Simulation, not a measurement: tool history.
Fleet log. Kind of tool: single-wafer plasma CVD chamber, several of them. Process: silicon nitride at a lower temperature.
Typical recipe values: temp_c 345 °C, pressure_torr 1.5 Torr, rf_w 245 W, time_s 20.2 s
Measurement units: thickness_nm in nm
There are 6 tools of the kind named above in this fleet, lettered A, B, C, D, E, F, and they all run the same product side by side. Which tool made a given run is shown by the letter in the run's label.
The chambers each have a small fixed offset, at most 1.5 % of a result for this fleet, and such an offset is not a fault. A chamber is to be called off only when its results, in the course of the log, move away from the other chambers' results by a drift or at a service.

run,hour,temp_c,pressure_torr,rf_w,time_s,"read-back reference wafer on the same gauge, thickness_nm",thickness_nm
1E,9.9,345,1.5,245,20.2,19.388,20.337
# hour 21.6: chamber B: capacitance manometer re-zeroed and calibrated
2A,24.1,345,1.5,245,20.2,19.395,20.306
3C,32.2,345,1.5,245,20.2,19.404,20.01
4B,43.6,345,1.5,245,20.2,19.392,20.575
5D,53.1,345,1.5,245,20.2,19.402,20.288
6F,65.4,345,1.5,245,20.2,19.393,20.089
7E,79.5,345,1.5,245,20.2,19.406,20.294
# hour 87: chamber C: capacitance manometer re-zeroed and calibrated
8C,94.1,345,1.5,245,20.2,19.397,20.061
9B,106.9,345,1.5,245,20.2,19.402,20.556
10A,119,345,1.5,245,20.2,19.405,20.287
11F,134.6,345,1.5,245,20.2,19.406,20.116
12D,146.5,333,1.5,245,20.2,19.39,20.275
13B,162.3,333,1.5,245,20.2,19.4,20.76
14D,170.2,333,1.5,245,20.2,19.417,20.367
15E,180.5,333,1.5,245,20.2,19.4,20.366
16F,189.1,333,1.5,245,20.2,19.419,20.233
# hour 192.5: chamber E: capacitance manometer re-zeroed and calibrated
17C,202.5,333,1.5,245,20.2,19.408,20.147
18A,211.9,345,1.5,245,20.2,19.387,20.299
19D,223.1,345,1.5,245,20.2,19.405,20.189
20E,237.3,345,1.5,245,20.2,19.399,20.137
21C,244.4,351,1.64,245,20.2,19.4,20.478
22A,254.6,351,1.64,245,20.2,19.405,20.665
23B,263.4,351,1.64,245,20.2,19.403,20.993
# hour 270: chamber C: thermocouple changed; heater temperature recalibrated
24F,273.4,351,1.64,245,20.2,19.402,20.556
25E,286.7,351,1.64,245,20.2,19.394,20.443
26B,296.2,351,1.64,245,20.2,19.408,21.043
27F,307,345,1.5,245,20.2,19.404,20.132
28D,321.9,345,1.5,245,20.2,19.41,20.238
29A,330.2,345,1.5,245,20.2,19.411,20.271
30C,345.9,345,1.5,245,20.2,19.409,20.018
31D,359,345,1.5,245,20.2,19.39,20.236
32B,371.2,345,1.5,245,20.2,19.415,20.55
33C,384.8,345,1.5,245,22.2,19.395,22.099
34A,394.7,345,1.5,245,22.2,19.413,22.18
35F,401.7,345,1.5,245,22.2,19.402,22.181
36E,411.4,345,1.5,245,22.2,19.394,21.661
37B,421.9,345,1.5,245,22.2,19.39,22.516

One chamber off, gauge drift, or nothing amiss beyond the chambers' own small offsets? If it is a chamber, which one, and what is the likeliest cause?

Little by little, chamber E moves away from the other chambers.
What lies behind it: delivered RF power below the setpoint (%) = 4.51.

Below are 4 candidate recipes for chamber E's next run, each the usual settings with a change, their results shown as question marks. Which of them brings E's results back in line with what the other chambers give on the usual settings?
To be in line, a result may differ from the other chambers' mean on the usual settings by at most: thickness_nm 0.18 nm
38E-1,433.5,345,1.49,240,19.9,,?
38E-2,433.5,345,1.52,245,20.7,,?
38E-3,433.5,345,1.5,240,20.2,,?
38E-4,433.5,345,1.5,245,20.5,,?

Average result of the remaining chambers running the usual settings: thickness_nm 20.241 nm
run,thickness_nm
38E-1,19.056
38E-2,20.225
38E-3,19.378
38E-4,19.958
38E-2 is the one that brings the chamber's results back in line with the other chambers.
